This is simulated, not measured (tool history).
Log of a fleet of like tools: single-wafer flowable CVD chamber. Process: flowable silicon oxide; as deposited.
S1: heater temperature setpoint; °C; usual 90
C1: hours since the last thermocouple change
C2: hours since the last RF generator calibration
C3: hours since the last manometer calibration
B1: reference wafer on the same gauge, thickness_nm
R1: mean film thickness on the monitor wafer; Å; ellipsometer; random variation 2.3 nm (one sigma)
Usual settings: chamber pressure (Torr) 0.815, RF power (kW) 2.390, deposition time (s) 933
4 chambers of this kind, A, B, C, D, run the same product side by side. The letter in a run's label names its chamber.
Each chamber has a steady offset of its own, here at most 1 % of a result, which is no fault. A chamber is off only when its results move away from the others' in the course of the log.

At hour 7.2: chamber A: RF generator calibrated.
Run 1B, hour 8.4: usual settings; C1 554.8; C2 754.8; C3 755.1; B1 677.25. Result: R1 8371.2 Å.
Run 2C, hour 17.8: usual settings; C1 55.5; C2 1774.3; C3 850.1; B1 677.07. Result: R1 8412.6 Å.
Run 3A, hour 26.4: usual settings; C1 734.6; C2 19.3; C3 32.9; B1 677.02. Result: R1 8455.2 Å.
Run 4D, hour 36.6: usual settings; C1 1062.0; C2 121.9; C3 1153.5; B1 677.23. Result: R1 8297.3 Å.
Run 5D, hour 47.6: usual settings; C1 1073.0; C2 132.9; C3 1164.5; B1 676.75. Result: R1 8346.9 Å.
Run 6C, hour 56.3: usual settings; C1 94.0; C2 1812.8; C3 888.6; B1 677.25. Result: R1 8447.6 Å.
Run 7B, hour 70.6: usual settings; C1 617.0; C2 817.0; C3 817.3; B1 677.18. Result: R1 8338.6 Å.
Run 8A, hour 84.5: usual settings; C1 792.7; C2 77.4; C3 91.0; B1 677.25. Result: R1 8405.8 Å.
Run 9C, hour 91.5: usual settings but chamber pressure (Torr) 0.663, RF power (kW) 2.780; C1 129.2; C2 1848.0; C3 923.8; B1 677.28. Result: R1 6497.1 Å.
Run 10A, hour 103.3: usual settings but chamber pressure (Torr) 0.663, RF power (kW) 2.780; C1 811.5; C2 96.2; C3 109.8; B1 676.78. Result: R1 6505.7 Å.
Run 11D, hour 111.0: usual settings but chamber pressure (Torr) 0.663, RF power (kW) 2.780; C1 1136.4; C2 196.3; C3 1227.9; B1 676.32. Result: R1 6361.0 Å.
Run 12B, hour 119.0: usual settings but chamber pressure (Torr) 0.663, RF power (kW) 2.780; C1 665.4; C2 865.4; C3 865.7; B1 676.66. Result: R1 6468.8 Å.
Run 13C, hour 128.0: usual settings; C1 165.7; C2 1884.5; C3 960.3; B1 676.98. Result: R1 8459.0 Å.
Run 14D, hour 141.6: usual settings; C1 1167.0; C2 226.9; C3 1258.5; B1 677.11. Result: R1 8328.6 Å.
At hour 144.3: chamber B: RF generator calibrated.
Run 15B, hour 156.9: usual settings; C1 703.3; C2 12.7; C3 903.6; B1 676.84. Result: R1 8355.1 Å.
Run 16A, hour 164.5: usual settings; C1 872.7; C2 157.4; C3 171.0; B1 676.66. Result: R1 8462.9 Å.
Run 17B, hour 176.4: usual settings; C1 722.8; C2 32.2; C3 923.1; B1 677.41. Result: R1 8335.0 Å.
Run 18A, hour 183.0: usual settings; C1 891.2; C2 175.9; C3 189.5; B1 676.27. Result: R1 8439.4 Å.
Run 19D, hour 196.1: usual settings; C1 1221.5; C2 281.4; C3 1313.0; B1 677.23. Result: R1 8361.2 Å.
Run 20C, hour 206.0: usual settings; C1 243.7; C2 1962.5; C3 1038.3; B1 677.27. Result: R1 8458.1 Å.
Run 21D, hour 213.2: usual settings; C1 1238.6; C2 298.5; C3 1330.1; B1 676.98. Result: R1 8362.1 Å.
Run 22A, hour 228.2: usual settings; C1 936.4; C2 221.1; C3 234.7; B1 677.10. Result: R1 8450.1 Å.
At hour 234.3: chamber C: capacitance manometer re-zeroed and calibrated.
Run 23C, hour 235.5: usual settings; C1 273.2; C2 1992.0; C3 1.2; B1 677.18. Result: R1 8431.4 Å.
Run 24B, hour 248.7: usual settings; C1 795.1; C2 104.5; C3 995.4; B1 677.59. Result: R1 8335.6 Å.
Run 25A, hour 256.8: usual settings but chamber pressure (Torr) 0.726, deposition time (s) 762; C1 965.0; C2 249.7; C3 263.3; B1 677.22. Result: R1 5925.9 Å.
Run 26C, hour 268.0: usual settings but chamber pressure (Torr) 0.726, deposition time (s) 762; C1 305.7; C2 2024.5; C3 33.7; B1 676.83. Result: R1 5915.7 Å.
Run 27D, hour 282.4: usual settings but chamber pressure (Torr) 0.726, deposition time (s) 762; C1 1307.8; C2 367.7; C3 1399.3; B1 676.75. Result: R1 5798.2 Å.
Run 28B, hour 292.7: usual settings but chamber pressure (Torr) 0.726, deposition time (s) 762; C1 839.1; C2 148.5; C3 1039.4; B1 676.36. Result: R1 5872.2 Å.
Run 29B, hour 301.0: usual settings; C1 847.4; C2 156.8; C3 1047.7; B1 676.69. Result: R1 8345.9 Å.
Run 30A, hour 307.9: usual settings; C1 1016.1; C2 300.8; C3 314.4; B1 677.02. Result: R1 8438.9 Å.

Next, every chamber runs the same settings. What will each give?
Run 31A, hour 318.9: usual settings but chamber pressure (Torr) 0.887. Result: R1 ?.
Run 31B, hour 318.9: usual settings but chamber pressure (Torr) 0.887. Result: R1 ?.
Run 31C, hour 318.9: usual settings but chamber pressure (Torr) 0.887. Result: R1 ?.
Run 31D, hour 318.9: usual settings but chamber pressure (Torr) 0.887. Result: R1 ?.

run      R1
31A  9381.4
31B  9286.5
31C  9350.0
31D  9270.5

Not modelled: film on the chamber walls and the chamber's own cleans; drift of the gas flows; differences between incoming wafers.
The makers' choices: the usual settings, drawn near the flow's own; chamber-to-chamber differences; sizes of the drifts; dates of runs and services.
